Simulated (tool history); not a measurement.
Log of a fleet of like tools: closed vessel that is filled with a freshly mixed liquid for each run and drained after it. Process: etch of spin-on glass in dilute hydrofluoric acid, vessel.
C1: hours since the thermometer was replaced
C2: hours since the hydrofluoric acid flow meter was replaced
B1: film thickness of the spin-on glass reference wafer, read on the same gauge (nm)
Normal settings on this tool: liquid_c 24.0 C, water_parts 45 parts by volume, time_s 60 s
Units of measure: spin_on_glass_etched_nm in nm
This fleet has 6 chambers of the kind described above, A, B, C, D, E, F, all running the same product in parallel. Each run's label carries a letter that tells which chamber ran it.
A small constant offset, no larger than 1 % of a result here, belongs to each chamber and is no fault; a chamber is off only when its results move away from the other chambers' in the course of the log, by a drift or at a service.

{"run": "1C", "day": 0.475, "liquid_c": 24.0, "water_parts": 45, "time_s": 60, "C1": 2387.0, "C2": 453.5, "B1": 59.987, "spin_on_glass_etched_nm": 29.438}
{"run": "2E", "day": 0.754, "liquid_c": 24.0, "water_parts": 45, "time_s": 60, "C1": 525.4, "C2": 355.6, "B1": 59.993, "spin_on_glass_etched_nm": 29.814}
{"run": "3D", "day": 1.125, "liquid_c": 24.0, "water_parts": 45, "time_s": 60, "C1": 649.1, "C2": 707.8, "B1": 59.989, "spin_on_glass_etched_nm": 29.328}
{"run": "4A", "day": 1.608, "liquid_c": 24.0, "water_parts": 45, "time_s": 60, "C1": 123.9, "C2": 898.1, "B1": 60.013, "spin_on_glass_etched_nm": 29.77}
{"run": "5B", "day": 2.088, "liquid_c": 24.0, "water_parts": 45, "time_s": 60, "C1": 595.7, "C2": 1502.3, "B1": 59.984, "spin_on_glass_etched_nm": 29.801}
{"run": "6F", "day": 2.388, "liquid_c": 24.0, "water_parts": 45, "time_s": 60, "C1": 585.8, "C2": 214.7, "B1": 60.025, "spin_on_glass_etched_nm": 29.611}
{"run": "7B", "day": 2.717, "liquid_c": 24.0, "water_parts": 45, "time_s": 60, "C1": 610.8, "C2": 1517.4, "B1": 59.969, "spin_on_glass_etched_nm": 29.796}
{"run": "8F", "day": 3.233, "liquid_c": 24.0, "water_parts": 45, "time_s": 60, "C1": 606.1, "C2": 235.0, "B1": 59.992, "spin_on_glass_etched_nm": 29.389}
{"run": "9C", "day": 3.575, "liquid_c": 24.0, "water_parts": 45, "time_s": 60, "C1": 2461.4, "C2": 527.9, "B1": 59.978, "spin_on_glass_etched_nm": 29.634}
{"run": "10D", "day": 4.05, "liquid_c": 24.0, "water_parts": 45, "time_s": 60, "C1": 719.3, "C2": 778.0, "B1": 59.974, "spin_on_glass_etched_nm": 29.64}
{"run": "11E", "day": 4.346, "liquid_c": 26.5, "water_parts": 25, "time_s": 60, "C1": 611.6, "C2": 441.8, "B1": 59.997, "spin_on_glass_etched_nm": 61.835}
{"run": "12A", "day": 4.862, "liquid_c": 26.5, "water_parts": 25, "time_s": 60, "C1": 202.0, "C2": 976.2, "B1": 60.003, "spin_on_glass_etched_nm": 61.261}
{"run": "13E", "day": 5.262, "liquid_c": 26.5, "water_parts": 25, "time_s": 60, "C1": 633.6, "C2": 463.8, "B1": 60.007, "spin_on_glass_etched_nm": 61.952}
{"day": 5.588, "done": "chamber F: thermometer replaced"}
{"run": "14B", "day": 5.788, "liquid_c": 26.5, "water_parts": 25, "time_s": 60, "C1": 684.5, "C2": 1591.1, "B1": 59.964, "spin_on_glass_etched_nm": 61.78}
{"run": "15C", "day": 6.196, "liquid_c": 26.5, "water_parts": 25, "time_s": 60, "C1": 2524.3, "C2": 590.8, "B1": 60.0, "spin_on_glass_etched_nm": 61.618}
{"run": "16D", "day": 6.542, "liquid_c": 26.5, "water_parts": 25, "time_s": 60, "C1": 779.1, "C2": 837.8, "B1": 59.997, "spin_on_glass_etched_nm": 61.301}
{"run": "17F", "day": 7.042, "liquid_c": 24.0, "water_parts": 45, "time_s": 60, "C1": 35.0, "C2": 326.4, "B1": 60.001, "spin_on_glass_etched_nm": 29.502}
{"run": "18A", "day": 7.333, "liquid_c": 24.0, "water_parts": 45, "time_s": 60, "C1": 261.3, "C2": 1035.5, "B1": 59.992, "spin_on_glass_etched_nm": 29.705}
{"run": "19C", "day": 7.842, "liquid_c": 24.0, "water_parts": 45, "time_s": 60, "C1": 2563.8, "C2": 630.3, "B1": 59.988, "spin_on_glass_etched_nm": 29.664}
{"run": "20B", "day": 8.229, "liquid_c": 24.0, "water_parts": 45, "time_s": 60, "C1": 743.1, "C2": 1649.7, "B1": 59.985, "spin_on_glass_etched_nm": 29.866}
{"run": "21F", "day": 8.508, "liquid_c": 24.0, "water_parts": 45, "time_s": 70, "C1": 70.2, "C2": 361.6, "B1": 60.018, "spin_on_glass_etched_nm": 34.567}
{"run": "22D", "day": 9.012, "liquid_c": 24.0, "water_parts": 45, "time_s": 70, "C1": 838.4, "C2": 897.1, "B1": 59.998, "spin_on_glass_etched_nm": 34.663}
{"day": 9.525, "done": "chamber C: hydrofluoric acid flow meter replaced"}
{"run": "23E", "day": 9.546, "liquid_c": 24.0, "water_parts": 45, "time_s": 70, "C1": 736.4, "C2": 566.6, "B1": 60.009, "spin_on_glass_etched_nm": 35.069}
{"run": "24A", "day": 9.854, "liquid_c": 24.0, "water_parts": 45, "time_s": 70, "C1": 321.8, "C2": 1096.0, "B1": 60.005, "spin_on_glass_etched_nm": 34.667}
{"day": 10.325, "done": "chamber C: thermometer replaced"}
{"run": "25A", "day": 10.396, "liquid_c": 24.0, "water_parts": 45, "time_s": 70, "C1": 334.8, "C2": 1109.0, "B1": 60.006, "spin_on_glass_etched_nm": 34.389}
{"run": "26B", "day": 10.871, "liquid_c": 24.0, "water_parts": 45, "time_s": 70, "C1": 806.5, "C2": 1713.1, "B1": 60.001, "spin_on_glass_etched_nm": 34.571}
{"run": "27F", "day": 11.221, "liquid_c": 24.0, "water_parts": 45, "time_s": 60, "C1": 135.3, "C2": 426.7, "B1": 59.987, "spin_on_glass_etched_nm": 29.497}
{"run": "28C", "day": 11.562, "liquid_c": 24.0, "water_parts": 45, "time_s": 60, "C1": 29.8, "C2": 48.9, "B1": 59.999, "spin_on_glass_etched_nm": 29.789}
{"run": "29E", "day": 11.962, "liquid_c": 24.0, "water_parts": 45, "time_s": 60, "C1": 794.4, "C2": 624.6, "B1": 59.993, "spin_on_glass_etched_nm": 29.855}
{"run": "30D", "day": 12.5, "liquid_c": 24.0, "water_parts": 45, "time_s": 60, "C1": 922.1, "C2": 980.8, "B1": 59.996, "spin_on_glass_etched_nm": 29.609}
{"run": "31A", "day": 12.925, "liquid_c": 24.0, "water_parts": 45, "time_s": 60, "C1": 395.5, "C2": 1169.7, "B1": 60.003, "spin_on_glass_etched_nm": 29.644}
{"run": "32B", "day": 13.412, "liquid_c": 24.0, "water_parts": 45, "time_s": 60, "C1": 867.5, "C2": 1774.1, "B1": 59.98, "spin_on_glass_etched_nm": 29.587}
{"run": "33E", "day": 13.725, "liquid_c": 24.0, "water_parts": 45, "time_s": 60, "C1": 836.7, "C2": 666.9, "B1": 60.006, "spin_on_glass_etched_nm": 29.783}
{"run": "34C", "day": 14.162, "liquid_c": 24.0, "water_parts": 45, "time_s": 60, "C1": 92.2, "C2": 111.3, "B1": 59.985, "spin_on_glass_etched_nm": 29.573}
{"day": 14.596, "done": "chamber F: hydrofluoric acid flow meter replaced"}
{"run": "35F", "day": 14.675, "liquid_c": 24.0, "water_parts": 45, "time_s": 60, "C1": 218.2, "C2": 1.9, "B1": 60.018, "spin_on_glass_etched_nm": 29.632}
{"run": "36D", "day": 14.983, "liquid_c": 24.0, "water_parts": 45, "time_s": 60, "C1": 981.7, "C2": 1040.4, "B1": 59.976, "spin_on_glass_etched_nm": 29.815}
{"run": "37C", "day": 15.404, "liquid_c": 24.0, "water_parts": 45, "time_s": 60, "C1": 122.0, "C2": 141.1, "B1": 59.997, "spin_on_glass_etched_nm": 29.555}
{"run": "38B", "day": 15.817, "liquid_c": 24.0, "water_parts": 45, "time_s": 60, "C1": 925.2, "C2": 1831.8, "B1": 60.031, "spin_on_glass_etched_nm": 29.694}
{"day": 15.9, "done": "chamber D: thermometer replaced"}
{"run": "39A", "day": 16.221, "liquid_c": 24.0, "water_parts": 45, "time_s": 60, "C1": 474.6, "C2": 1248.8, "B1": 60.0, "spin_on_glass_etched_nm": 29.59}
{"run": "40E", "day": 16.683, "liquid_c": 21.0, "water_parts": 55, "time_s": 60, "C1": 907.7, "C2": 737.9, "B1": 59.976, "spin_on_glass_etched_nm": 21.204}
{"run": "41D", "day": 16.979, "liquid_c": 21.0, "water_parts": 55, "time_s": 60, "C1": 25.9, "C2": 1088.3, "B1": 60.012, "spin_on_glass_etched_nm": 21.181}

Next, every chamber runs the same settings. What will each give?
{"run": "42A", "day": 17.367, "liquid_c": 24.0, "water_parts": 45, "time_s": 60, "spin_on_glass_etched_nm": "?"}
{"run": "42B", "day": 17.367, "liquid_c": 24.0, "water_parts": 45, "time_s": 60, "spin_on_glass_etched_nm": "?"}
{"run": "42C", "day": 17.367, "liquid_c": 24.0, "water_parts": 45, "time_s": 60, "spin_on_glass_etched_nm": "?"}
{"run": "42D", "day": 17.367, "liquid_c": 24.0, "water_parts": 45, "time_s": 60, "spin_on_glass_etched_nm": "?"}
{"run": "42E", "day": 17.367, "liquid_c": 24.0, "water_parts": 45, "time_s": 60, "spin_on_glass_etched_nm": "?"}
{"run": "42F", "day": 17.367, "liquid_c": 24.0, "water_parts": 45, "time_s": 60, "spin_on_glass_etched_nm": "?"}

run=42A spin_on_glass_etched_nm=29.805
run=42B spin_on_glass_etched_nm=29.758
run=42C spin_on_glass_etched_nm=29.805
run=42D spin_on_glass_etched_nm=29.683
run=42E spin_on_glass_etched_nm=29.938
run=42F spin_on_glass_etched_nm=29.469
